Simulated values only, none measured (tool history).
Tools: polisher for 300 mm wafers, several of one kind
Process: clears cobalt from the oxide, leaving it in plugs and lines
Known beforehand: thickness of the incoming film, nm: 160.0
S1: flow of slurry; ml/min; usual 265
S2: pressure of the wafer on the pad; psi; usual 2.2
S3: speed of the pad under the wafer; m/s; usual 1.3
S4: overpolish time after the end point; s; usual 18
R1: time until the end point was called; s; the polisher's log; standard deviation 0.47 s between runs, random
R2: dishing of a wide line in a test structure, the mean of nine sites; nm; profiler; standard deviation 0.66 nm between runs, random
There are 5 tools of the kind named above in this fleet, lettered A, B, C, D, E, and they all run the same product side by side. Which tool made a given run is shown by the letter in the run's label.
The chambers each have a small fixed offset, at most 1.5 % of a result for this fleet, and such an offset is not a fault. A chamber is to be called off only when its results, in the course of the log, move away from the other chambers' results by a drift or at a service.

-- day=0.033 chamber C: worn pad replaced by a new one
run 1A day=0.2 | S1=265 S2=2.2 S3=1.3 S4=18 | R1=27.198 R2=40.888
run 2E day=0.379 | S1=265 S2=2.2 S3=1.3 S4=18 | R1=26.904 R2=39.486
-- day=0.438 chamber B: worn pad replaced by a new one
-- day=0.462 chamber A: worn pad replaced by a new one
run 3B day=0.496 | S1=265 S2=2.2 S3=1.3 S4=18 | R1=26.77 R2=39.621
run 4D day=0.662 | S1=265 S2=2.2 S3=1.3 S4=18 | R1=27.679 R2=40.02
run 5C day=0.788 | S1=265 S2=2.2 S3=1.3 S4=18 | R1=27.432 R2=40.736
-- day=0.817 chamber E: slurry nozzle cleaned
run 6A day=1 | S1=265 S2=2.2 S3=1.3 S4=18 | R1=27.687 R2=40.819
run 7E day=1.158 | S1=265 S2=2.2 S3=1.3 S4=18 | R1=26.734 R2=40.051
-- day=1.167 chamber E: worn pad replaced by a new one
run 8D day=1.267 | S1=265 S2=2.2 S3=1.3 S4=18 | R1=27.586 R2=39.078
run 9B day=1.433 | S1=265 S2=2.2 S3=1.3 S4=11 | R1=26.298 R2=33.356
run 10C day=1.654 | S1=265 S2=2.2 S3=1.3 S4=11 | R1=27.529 R2=34.297
run 11C day=1.825 | S1=265 S2=2.2 S3=1.3 S4=11 | R1=28.044 R2=33.289
run 12A day=2.008 | S1=265 S2=2.2 S3=1.3 S4=11 | R1=28.582 R2=33.87
-- day=2.083 chamber D: worn pad replaced by a new one
run 13E day=2.2 | S1=265 S2=2.2 S3=1.3 S4=11 | R1=26.407 R2=32.27
run 14B day=2.4 | S1=265 S2=2.2 S3=1.3 S4=18 | R1=26.786 R2=40.565
run 15D day=2.529 | S1=265 S2=2.2 S3=1.3 S4=18 | R1=27.248 R2=39.431
-- day=2.542 chamber C: worn pad replaced by a new one
run 16D day=2.658 | S1=265 S2=2.2 S3=1.48 S4=18 | R1=22.963 R2=40.801
run 17A day=2.796 | S1=265 S2=2.2 S3=1.48 S4=18 | R1=24.239 R2=40.863
-- day=2.908 chamber A: worn pad replaced by a new one
run 18B day=2.967 | S1=265 S2=2.2 S3=1.48 S4=18 | R1=22.869 R2=41.568
run 19C day=3.125 | S1=265 S2=2.2 S3=1.48 S4=18 | R1=23.904 R2=41.663
-- day=3.154 chamber B: worn pad replaced by a new one
run 20E day=3.342 | S1=265 S2=2.2 S3=1.48 S4=18 | R1=23.178 R2=41.808
run 21B day=3.5 | S1=265 S2=2.2 S3=1.3 S4=18 | R1=26.807 R2=40.542
run 22A day=3.675 | S1=305 S2=2.2 S3=1.3 S4=14 | R1=26.675 R2=36.346
-- day=3.85 chamber E: worn pad replaced by a new one
run 23E day=3.862 | S1=305 S2=2.2 S3=1.3 S4=14 | R1=26.812 R2=36.025
run 24D day=4 | S1=305 S2=2.2 S3=1.3 S4=14 | R1=26.707 R2=37.723
run 25C day=4.212 | S1=305 S2=2.2 S3=1.3 S4=14 | R1=26.631 R2=37.361
run 26A day=4.379 | S1=305 S2=2.2 S3=1.3 S4=14 | R1=26.964 R2=36.633
-- day=4.533 chamber B: slurry nozzle cleaned
run 27B day=4.538 | S1=265 S2=2.2 S3=1.3 S4=18 | R1=28.262 R2=40.182
run 28D day=4.75 | S1=265 S2=2.2 S3=1.3 S4=18 | R1=27.363 R2=41.857
run 29E day=4.875 | S1=320 S2=2.2 S3=1.52 S4=18 | R1=22.78 R2=41.561
-- day=4.946 chamber C: worn pad replaced by a new one
run 30C day=4.971 | S1=320 S2=2.2 S3=1.52 S4=18 | R1=23.314 R2=41.249
-- day=4.983 chamber A: worn pad replaced by a new one
-- day=5.046 chamber D: worn pad replaced by a new one
run 31A day=5.192 | S1=320 S2=2.2 S3=1.52 S4=18 | R1=22.973 R2=39.874
run 32C day=5.367 | S1=320 S2=2.2 S3=1.52 S4=18 | R1=22.924 R2=42.113
run 33B day=5.508 | S1=320 S2=2.2 S3=1.52 S4=18 | R1=22.462 R2=42.266
run 34E day=5.696 | S1=265 S2=2.2 S3=1.3 S4=18 | R1=27.07 R2=40.02
-- day=5.792 chamber B: worn pad replaced by a new one
run 35D day=5.917 | S1=265 S2=2.2 S3=1.3 S4=18 | R1=27.157 R2=39.794
run 36E day=6.133 | S1=265 S2=2.2 S3=0.9 S4=8 | R1=37.946 R2=22.744
run 37B day=6.242 | S1=265 S2=2.2 S3=0.9 S4=8 | R1=38.936 R2=23.051
run 38A day=6.417 | S1=265 S2=2.2 S3=0.9 S4=8 | R1=37.725 R2=22.711
run 39D day=6.567 | S1=265 S2=2.2 S3=0.9 S4=8 | R1=40.021 R2=22.522
run 40C day=6.717 | S1=265 S2=2.2 S3=0.9 S4=8 | R1=39.167 R2=22.983

Next, all 5 chambers run the settings below, one line each with question marks for the results. What does each chamber give?
run 41A day=6.875 | S1=265 S2=2.2 S3=1.3 S4=18 | R1=? R2=?
run 41B day=6.875 | S1=265 S2=2.2 S3=1.3 S4=18 | R1=? R2=?
run 41C day=6.875 | S1=265 S2=2.2 S3=1.3 S4=18 | R1=? R2=?
run 41D day=6.875 | S1=265 S2=2.2 S3=1.3 S4=18 | R1=? R2=?
run 41E day=6.875 | S1=265 S2=2.2 S3=1.3 S4=18 | R1=? R2=?

run=41A R1=26.502 R2=39.737
run=41B R1=27.081 R2=39.615
run=41C R1=26.878 R2=39.261
run=41D R1=27.096 R2=40.783
run=41E R1=27.693 R2=40.232
